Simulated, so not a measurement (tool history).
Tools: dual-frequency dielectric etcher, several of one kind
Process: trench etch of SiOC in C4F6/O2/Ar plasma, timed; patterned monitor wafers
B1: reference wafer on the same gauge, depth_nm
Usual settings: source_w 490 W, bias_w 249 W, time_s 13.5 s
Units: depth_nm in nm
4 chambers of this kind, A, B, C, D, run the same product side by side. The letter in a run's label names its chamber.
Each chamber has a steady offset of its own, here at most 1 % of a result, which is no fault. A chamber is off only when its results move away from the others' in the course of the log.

{"run": "1B", "hour": 9.3, "source_w": 490, "bias_w": 249, "time_s": 13.5, "B1": 31.694, "depth_nm": 33.987}
{"run": "2D", "hour": 24.5, "source_w": 490, "bias_w": 249, "time_s": 13.5, "B1": 31.74, "depth_nm": 34.221}
{"run": "3C", "hour": 33.1, "source_w": 490, "bias_w": 249, "time_s": 13.5, "B1": 31.767, "depth_nm": 33.644}
{"run": "4A", "hour": 42.6, "source_w": 490, "bias_w": 249, "time_s": 13.5, "B1": 31.691, "depth_nm": 33.878}
{"run": "5C", "hour": 52.6, "source_w": 490, "bias_w": 249, "time_s": 13.5, "B1": 31.725, "depth_nm": 33.995}
{"run": "6D", "hour": 65.8, "source_w": 490, "bias_w": 249, "time_s": 13.5, "B1": 31.698, "depth_nm": 33.57}
{"run": "7A", "hour": 78.7, "source_w": 490, "bias_w": 249, "time_s": 13.5, "B1": 31.727, "depth_nm": 33.632}
{"run": "8B", "hour": 95.2, "source_w": 490, "bias_w": 249, "time_s": 13.5, "B1": 31.716, "depth_nm": 33.736}
{"run": "9C", "hour": 108.1, "source_w": 490, "bias_w": 249, "time_s": 13.5, "B1": 31.694, "depth_nm": 34.033}
{"run": "10D", "hour": 119.3, "source_w": 490, "bias_w": 249, "time_s": 13.5, "B1": 31.697, "depth_nm": 34.111}
{"run": "11B", "hour": 133.7, "source_w": 490, "bias_w": 249, "time_s": 13.5, "B1": 31.672, "depth_nm": 33.812}
{"run": "12A", "hour": 148.2, "source_w": 590, "bias_w": 249, "time_s": 13.5, "B1": 31.708, "depth_nm": 36.765}
{"hour": 161.4, "done": "chamber B: wet clean of the chamber"}
{"run": "13D", "hour": 161.5, "source_w": 590, "bias_w": 249, "time_s": 13.5, "B1": 31.691, "depth_nm": 36.247}
{"run": "14C", "hour": 173.8, "source_w": 590, "bias_w": 249, "time_s": 13.5, "B1": 31.719, "depth_nm": 35.999}
{"hour": 179.5, "done": "chamber A: source power generator calibrated"}
{"hour": 186.9, "done": "chamber D: wet clean of the chamber"}
{"run": "15B", "hour": 189.7, "source_w": 590, "bias_w": 249, "time_s": 13.5, "B1": 31.69, "depth_nm": 38.066}
{"run": "16A", "hour": 201.4, "source_w": 490, "bias_w": 249, "time_s": 13.5, "B1": 31.707, "depth_nm": 33.935}
{"run": "17C", "hour": 215.0, "source_w": 490, "bias_w": 249, "time_s": 13.5, "B1": 31.693, "depth_nm": 33.962}
{"run": "18D", "hour": 231.4, "source_w": 490, "bias_w": 249, "time_s": 13.5, "B1": 31.69, "depth_nm": 33.606}
{"run": "19B", "hour": 239.5, "source_w": 490, "bias_w": 249, "time_s": 13.5, "B1": 31.666, "depth_nm": 35.512}
{"run": "20A", "hour": 250.2, "source_w": 490, "bias_w": 249, "time_s": 13.5, "B1": 31.743, "depth_nm": 34.325}
{"run": "21D", "hour": 258.9, "source_w": 490, "bias_w": 249, "time_s": 13.5, "B1": 31.701, "depth_nm": 33.762}
{"run": "22C", "hour": 266.5, "source_w": 490, "bias_w": 249, "time_s": 13.5, "B1": 31.71, "depth_nm": 33.84}
{"run": "23A", "hour": 282.1, "source_w": 490, "bias_w": 249, "time_s": 13.5, "B1": 31.695, "depth_nm": 34.185}
{"run": "24B", "hour": 294.3, "source_w": 490, "bias_w": 213, "time_s": 13.5, "B1": 31.721, "depth_nm": 33.321}
{"run": "25A", "hour": 310.0, "source_w": 490, "bias_w": 213, "time_s": 13.5, "B1": 31.684, "depth_nm": 31.943}
{"run": "26B", "hour": 325.7, "source_w": 490, "bias_w": 213, "time_s": 13.5, "B1": 31.711, "depth_nm": 33.859}
{"run": "27C", "hour": 339.9, "source_w": 490, "bias_w": 213, "time_s": 13.5, "B1": 31.656, "depth_nm": 32.475}
{"run": "28D", "hour": 350.4, "source_w": 490, "bias_w": 249, "time_s": 13.5, "B1": 31.75, "depth_nm": 33.857}
{"run": "29D", "hour": 364.6, "source_w": 440, "bias_w": 249, "time_s": 13.5, "B1": 31.718, "depth_nm": 32.123}
{"run": "30B", "hour": 376.6, "source_w": 440, "bias_w": 249, "time_s": 13.5, "B1": 31.698, "depth_nm": 34.118}
{"run": "31C", "hour": 392.1, "source_w": 440, "bias_w": 249, "time_s": 13.5, "B1": 31.699, "depth_nm": 32.418}
{"hour": 393.2, "done": "chamber A: wet clean of the chamber"}
{"run": "32A", "hour": 399.2, "source_w": 440, "bias_w": 249, "time_s": 13.5, "B1": 31.688, "depth_nm": 32.558}
{"run": "33C", "hour": 414.0, "source_w": 450, "bias_w": 249, "time_s": 17.5, "B1": 31.723, "depth_nm": 41.908}
{"run": "34B", "hour": 427.0, "source_w": 450, "bias_w": 249, "time_s": 17.5, "B1": 31.715, "depth_nm": 44.215}
{"run": "35A", "hour": 435.3, "source_w": 450, "bias_w": 249, "time_s": 17.5, "B1": 31.712, "depth_nm": 42.368}
{"run": "36D", "hour": 445.7, "source_w": 450, "bias_w": 249, "time_s": 17.5, "B1": 31.684, "depth_nm": 42.597}
{"run": "37A", "hour": 461.5, "source_w": 490, "bias_w": 249, "time_s": 13.5, "B1": 31.699, "depth_nm": 34.234}
{"run": "38B", "hour": 475.8, "source_w": 490, "bias_w": 249, "time_s": 13.5, "B1": 31.699, "depth_nm": 35.54}
{"run": "39D", "hour": 491.1, "source_w": 490, "bias_w": 249, "time_s": 13.5, "B1": 31.694, "depth_nm": 33.873}
{"run": "40C", "hour": 499.0, "source_w": 490, "bias_w": 249, "time_s": 11.5, "B1": 31.637, "depth_nm": 28.797}

All 4 chambers run these settings next. Forecast each chamber's results:
{"run": "41A", "hour": 510.8, "source_w": 390, "bias_w": 249, "time_s": 13.5, "depth_nm": "?"}
{"run": "41B", "hour": 510.8, "source_w": 390, "bias_w": 249, "time_s": 13.5, "depth_nm": "?"}
{"run": "41C", "hour": 510.8, "source_w": 390, "bias_w": 249, "time_s": 13.5, "depth_nm": "?"}
{"run": "41D", "hour": 510.8, "source_w": 390, "bias_w": 249, "time_s": 13.5, "depth_nm": "?"}

run=41A depth_nm=31.086
run=41B depth_nm=32.460
run=41C depth_nm=31.116
run=41D depth_nm=30.889
